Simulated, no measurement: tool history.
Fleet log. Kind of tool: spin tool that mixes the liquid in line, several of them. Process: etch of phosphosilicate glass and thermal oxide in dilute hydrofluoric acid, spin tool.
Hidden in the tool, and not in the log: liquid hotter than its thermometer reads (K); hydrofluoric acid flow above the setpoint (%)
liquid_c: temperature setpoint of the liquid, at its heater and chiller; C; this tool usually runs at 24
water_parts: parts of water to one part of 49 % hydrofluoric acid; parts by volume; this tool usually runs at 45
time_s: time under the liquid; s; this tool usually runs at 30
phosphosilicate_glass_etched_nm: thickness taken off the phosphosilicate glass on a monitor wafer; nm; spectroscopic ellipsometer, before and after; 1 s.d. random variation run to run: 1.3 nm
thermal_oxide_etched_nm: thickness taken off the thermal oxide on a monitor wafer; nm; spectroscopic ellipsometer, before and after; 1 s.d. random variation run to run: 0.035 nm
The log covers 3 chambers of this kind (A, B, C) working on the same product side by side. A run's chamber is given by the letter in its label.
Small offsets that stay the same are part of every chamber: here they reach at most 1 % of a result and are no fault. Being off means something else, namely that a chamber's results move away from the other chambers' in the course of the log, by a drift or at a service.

| run | hour | liquid_c | water_parts | time_s | hours since the thermometer was replaced | hours since the hydrofluoric acid flow meter was replaced | read-back film thickness of the phosphosilicate glass reference wafer, read on the same gauge (nm) | read-back film thickness of the thermal oxide reference wafer, read on the same gauge (nm) | phosphosilicate_glass_etched_nm | thermal_oxide_etched_nm |
|---|---|---|---|---|---|---|---|---|---|---|
| 1A | 4.5 | 24 | 45 | 30 | 1063.1 | 1173.8 | 59.982 | 109.98 | 141.63 | 3.356 |
| 2C | 13.8 | 24 | 45 | 30 | 568.4 | 500.6 | 59.989 | 110.03 | 141.03 | 3.2353 |
| 3B | 21.4 | 24 | 45 | 30 | 1022.4 | 681.6 | 59.96 | 110.02 | 142.14 | 3.2691 |
| 4A | 30.1 | 24 | 45 | 30 | 1088.7 | 1199.4 | 60.017 | 109.98 | 143.63 | 3.3174 |
| 5C | 40.3 | 24 | 45 | 30 | 594.9 | 527.1 | 59.999 | 109.98 | 142.95 | 3.2914 |
| 6B | 49.6 | 24 | 45 | 30 | 1050.6 | 709.8 | 60.036 | 110 | 142.63 | 3.3455 |
| 7C | 58.9 | 24 | 45 | 30 | 613.5 | 545.7 | 59.993 | 110.02 | 143.01 | 3.3673 |
| 8B | 63.9 | 24 | 45 | 30 | 1064.9 | 724.1 | 59.998 | 110.01 | 140.46 | 3.2908 |
| 9A | 68.6 | 24 | 45 | 30 | 1127.2 | 1237.9 | 59.972 | 109.97 | 143.21 | 3.3152 |
| 10C | 76.9 | 24 | 45 | 30 | 631.5 | 563.7 | 60.017 | 110 | 143.37 | 3.2856 |
| 11A | 83.5 | 21.5 | 45 | 15 | 1142.1 | 1252.8 | 60.038 | 110.01 | 64.531 | 1.4714 |
| 12B | 88.6 | 21.5 | 45 | 15 | 1089.6 | 748.8 | 60.016 | 110.01 | 64.827 | 1.4425 |
| 13C | 97.6 | 21.5 | 45 | 15 | 652.2 | 584.4 | 60.003 | 109.98 | 64.447 | 1.4687 |
| 14B | 102.9 | 24 | 45 | 30 | 1103.9 | 763.1 | 60 | 110 | 142.88 | 3.3036 |
| 15A | 109.7 | 25.5 | 45 | 30 | 1168.3 | 1279 | 59.995 | 110 | 151.53 | 3.5219 |
| 16C | 119 | 25.5 | 45 | 30 | 673.6 | 605.8 | 59.99 | 110 | 153.15 | 3.5661 |
| 17B | 127.5 | 25.5 | 45 | 30 | 1128.5 | 787.7 | 59.979 | 109.99 | 152.87 | 3.4731 |
| 18A | 135.3 | 24 | 45 | 30 | 1193.9 | 1304.6 | 60.011 | 109.99 | 143.11 | 3.2951 |
| 19B | 142.2 | 24 | 45 | 30 | 1143.2 | 802.4 | 60.01 | 109.98 | 143.55 | 3.2456 |
| 20A | 152.1 | 24 | 45 | 30 | 1210.7 | 1321.4 | 59.999 | 110.02 | 144.18 | 3.3167 |
|  | 157.8 | chamber A: hydrofluoric acid flow meter replaced |
| 21C | 160.1 | 24 | 45 | 30 | 714.7 | 646.9 | 60.018 | 110.02 | 142.45 | 3.3002 |
| 22C | 164.8 | 24 | 45 | 30 | 719.4 | 651.6 | 60.009 | 110.01 | 142.29 | 3.2728 |
| 23B | 174.2 | 24 | 45 | 30 | 1175.2 | 834.4 | 59.982 | 109.99 | 140.97 | 3.27 |
| 24A | 180.6 | 24 | 45 | 30 | 1239.2 | 22.9 | 60.007 | 109.99 | 142.58 | 3.283 |
| 25B | 186.9 | 24 | 45 | 30 | 1187.9 | 847.1 | 60.013 | 109.99 | 143.6 | 3.2778 |
| 26C | 193.8 | 24 | 45 | 30 | 748.4 | 680.6 | 60.002 | 110.03 | 143.9 | 3.3463 |
| 27A | 201.6 | 24 | 45 | 30 | 1260.2 | 43.9 | 60.014 | 109.98 | 141.67 | 3.2677 |
| 28B | 208.3 | 24 | 45 | 30 | 1209.3 | 868.5 | 60.01 | 110 | 144.17 | 3.2982 |
| 29C | 215 | 24 | 45 | 30 | 769.6 | 701.8 | 59.997 | 109.96 | 145 | 3.282 |
| 30A | 225 | 24 | 45 | 30 | 1283.6 | 67.3 | 60.006 | 109.98 | 141.2 | 3.2513 |
| 31B | 233.9 | 24 | 45 | 30 | 1234.9 | 894.1 | 59.996 | 110.02 | 144.13 | 3.2566 |
|  | 243.6 | chamber C: hydrofluoric acid flow meter replaced |
| 32A | 243.8 | 24 | 45 | 30 | 1302.4 | 86.1 | 59.996 | 109.96 | 145.83 | 3.2449 |
| 33C | 252.9 | 21 | 60 | 30 | 807.5 | 9.4 | 59.973 | 109.97 | 91.326 | 2.111 |

All chambers now run identical settings, listed one chamber a line with results as question marks. What results will each chamber show?
| 34A | 260.3 | 25.5 | 45 | 30 |  |  |  |  | ? | ? |
| 34B | 260.3 | 25.5 | 45 | 30 |  |  |  |  | ? | ? |
| 34C | 260.3 | 25.5 | 45 | 30 |  |  |  |  | ? | ? |

| run | phosphosilicate_glass_etched_nm | thermal_oxide_etched_nm |
|---|---|---|
| 34A | 150.48 | 3.5513 |
| 34B | 152.82 | 3.4961 |
| 34C | 149.84 | 3.4205 |
